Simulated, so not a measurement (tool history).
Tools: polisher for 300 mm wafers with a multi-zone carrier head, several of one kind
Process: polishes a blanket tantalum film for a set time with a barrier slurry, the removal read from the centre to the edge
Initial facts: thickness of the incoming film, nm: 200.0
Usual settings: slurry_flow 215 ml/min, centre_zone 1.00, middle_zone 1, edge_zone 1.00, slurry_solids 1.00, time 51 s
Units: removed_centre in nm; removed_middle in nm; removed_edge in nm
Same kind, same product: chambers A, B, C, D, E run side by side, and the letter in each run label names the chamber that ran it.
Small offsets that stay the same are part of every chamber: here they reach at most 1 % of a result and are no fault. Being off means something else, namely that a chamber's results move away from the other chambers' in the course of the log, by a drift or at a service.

run   hour  slurry_flow  centre_zone  middle_zone  edge_zone  slurry_solids  time  wafers polished on this pad  hours since the slurry nozzle was cleaned  hours since the centre zone pressure was calibrated  hours since the edge zone pressure was calibrated  removed_centre  removed_middle  removed_edge
       3.2  -- chamber A: worn pad replaced by a new one
       3.4  -- chamber E: worn pad replaced by a new one
 1B    7.3          215         1.00            1       1.00           1.00    51                          373                                       76.7                                                345.2                                              857.9          72.916          73.289        72.573
      11.2  -- chamber D: edge zone pressure recalibrated
 2D   14.3          215         1.00            1       1.00           1.00    51                          957                                       32.5                                                406.0                                                3.1          73.992          74.135        73.920
      20.1  -- chamber D: worn pad replaced by a new one
 3A   25.1          215         1.00            1       1.00           1.00    51                          357                                      364.7                                               1044.0                                              928.8          74.181          75.346        73.391
 4C   33.0          215         1.00            1       1.00           1.00    51                          705                                      267.6                                                222.0                                              304.0          73.272          73.352        74.758
 5E   38.5          215         1.11            1       1.00           1.00    57                          571                                      116.3                                                256.4                                              237.7          93.027          80.384        82.005
 6B   49.2          215         1.11            1       1.00           1.00    57                         1055                                      118.6                                                387.1                                              899.8          90.763          79.932        81.633
      49.8  -- chamber B: worn pad replaced by a new one
      54.6  -- chamber C: worn pad replaced by a new one
 7C   56.0          215         1.11            1       1.00           1.00    57                           23                                      290.6                                                245.0                                              327.0          91.361          80.988        81.621
      59.5  -- chamber A: worn pad replaced by a new one
 8D   62.4          215         1.11            1       1.00           1.00    57                          689                                       80.6                                                454.1                                               51.2          93.003          82.311        82.785
 9A   72.0          215         1.11            1       1.00           1.00    57                          204                                      411.6                                               1090.9                                              975.7          93.305          82.820        82.213
      74.0  -- chamber C: slurry nozzle cleaned
      77.8  -- chamber E: worn pad replaced by a new one
10E   81.8          215         1.00            1       1.09           1.00    42                           65                                      159.6                                                299.7                                              281.0          60.154          59.349        63.916
11E   88.0          215         1.00            1       1.09           1.00    42                          166                                      165.8                                                305.9                                              287.2          60.970          59.545        62.671
      88.2  -- chamber D: worn pad replaced by a new one
12D   93.8          215         1.00            1       1.09           1.00    42                           91                                      112.0                                                485.5                                               82.6          60.723          60.497        63.218
13C  104.1          215         1.00            1       1.09           1.00    42                          806                                       30.1                                                293.1                                              375.1          59.939          60.479        63.495
     111.1  -- chamber B: worn pad replaced by a new one
14A  111.2          215         1.00            1       1.09           1.00    42                          842                                      450.8                                               1130.1                                             1014.9          60.809          61.085        64.018
     119.4  -- chamber C: worn pad replaced by a new one
     119.8  -- chamber A: worn pad replaced by a new one
15B  121.8          215         1.00            1       1.00           1.00    51                          174                                      191.2                                                459.7                                              972.4          72.562          74.062        73.761
16D  130.6          160         1.00            1       1.00           1.00    51                          690                                      148.8                                                522.3                                              119.4          69.249          70.144        70.093
17C  141.0          160         1.00            1       1.00           1.00    51                          353                                       67.0                                                330.0                                              412.0          68.124          69.179        71.677
     144.4  -- chamber D: worn pad replaced by a new one
     152.0  -- chamber E: slurry nozzle cleaned
18B  152.5          160         1.00            1       1.00           1.00    51                          674                                      221.9                                                490.4                                             1003.1          69.562          69.261        73.425
     155.8  -- chamber E: worn pad replaced by a new one
     156.5  -- chamber A: edge zone pressure recalibrated
19E  164.5          160         1.00            1       1.00           1.00    51                          143                                       12.6                                                382.4                                              363.7          71.673          69.704        71.256
     168.9  -- chamber B: worn pad replaced by a new one
20A  172.8          160         1.00            1       1.00           1.00    51                          863                                      512.4                                               1191.7                                               16.4          70.077          71.901        70.769
21B  181.0          215         1.00            1       1.00           1.00    51                          197                                      250.4                                                518.9                                             1031.6          73.244          73.006        73.612
     185.4  -- chamber A: worn pad replaced by a new one
     186.4  -- chamber C: worn pad replaced by a new one
22D  187.8          215         1.00            1       1.00           1.00    51                          706                                      206.0                                                579.5                                              176.6          72.978          74.976        73.930
23A  199.2          170         1.00            1       1.00           0.75    51                          225                                      538.8                                               1218.1                                               42.8          64.526          65.337        65.205
     200.3  -- chamber B: slurry nozzle cleaned
24C  206.6          170         1.00            1       1.00           0.75    51                          329                                      132.6                                                395.6                                              477.6          62.067          65.265        65.305
     217.4  -- chamber D: worn pad replaced by a new one
25E  218.7          170         1.00            1       1.00           0.75    51                         1025                                       66.8                                                436.6                                              417.9          65.855          65.353        64.912
     227.7  -- chamber B: worn pad replaced by a new one
26D  229.0          170         1.00            1       1.00           0.75    51                          190                                      247.2                                                620.7                                              217.8          65.381          63.971        65.512
     235.3  -- chamber A: worn pad replaced by a new one
27E  235.4          170         1.00            1       1.00           0.75    51                         1297                                       83.5                                                453.3                                              434.6          65.165          65.225        65.605
28A  246.4          215         1.00            1       1.00           1.00    51                          181                                      586.0                                               1265.3                                               90.0          74.682          73.504        72.918
     252.8  -- chamber C: worn pad replaced by a new one
29B  258.3          215         1.00            1       1.00           1.00    51                          499                                       58.1                                                596.2                                             1108.9          72.031          72.399        73.341
30C  269.4          215         1.00            1       1.00           1.00    51                          271                                      195.4                                                458.4                                              540.4          69.562          72.957        72.262
31A  275.4          215         1.00            1       1.00           1.00    51                          653                                      615.0                                               1294.3                                              119.0          73.139          74.903        72.751
     278.0  -- chamber B: worn pad replaced by a new one
32C  286.0          215         1.00            1       1.00           1.00    51                          541                                      212.0                                                475.0                                              557.0          70.801          73.378        74.898
33B  293.2          215         1.00            1       1.00           1.00    51                          247                                       93.0                                                631.1                                             1143.8          73.751          74.019        72.586

The same settings go to every chamber for the next run, one line per chamber below. Forecast the results for each:
34A  301.9          160         1.00            1       1.00           1.00    51                                                                                                                                                                                               ?               ?             ?
34B  301.9          160         1.00            1       1.00           1.00    51                                                                                                                                                                                               ?               ?             ?
34C  301.9          160         1.00            1       1.00           1.00    51                                                                                                                                                                                               ?               ?             ?
34D  301.9          160         1.00            1       1.00           1.00    51                                                                                                                                                                                               ?               ?             ?
34E  301.9          160         1.00            1       1.00           1.00    51                                                                                                                                                                                               ?               ?             ?

run  removed_centre  removed_middle  removed_edge
34A          70.458          70.625        70.859
34B          70.385          69.850        70.473
34C          66.570          70.490        72.273
34D          70.376          71.144        70.518
34E          71.093          69.694        70.463

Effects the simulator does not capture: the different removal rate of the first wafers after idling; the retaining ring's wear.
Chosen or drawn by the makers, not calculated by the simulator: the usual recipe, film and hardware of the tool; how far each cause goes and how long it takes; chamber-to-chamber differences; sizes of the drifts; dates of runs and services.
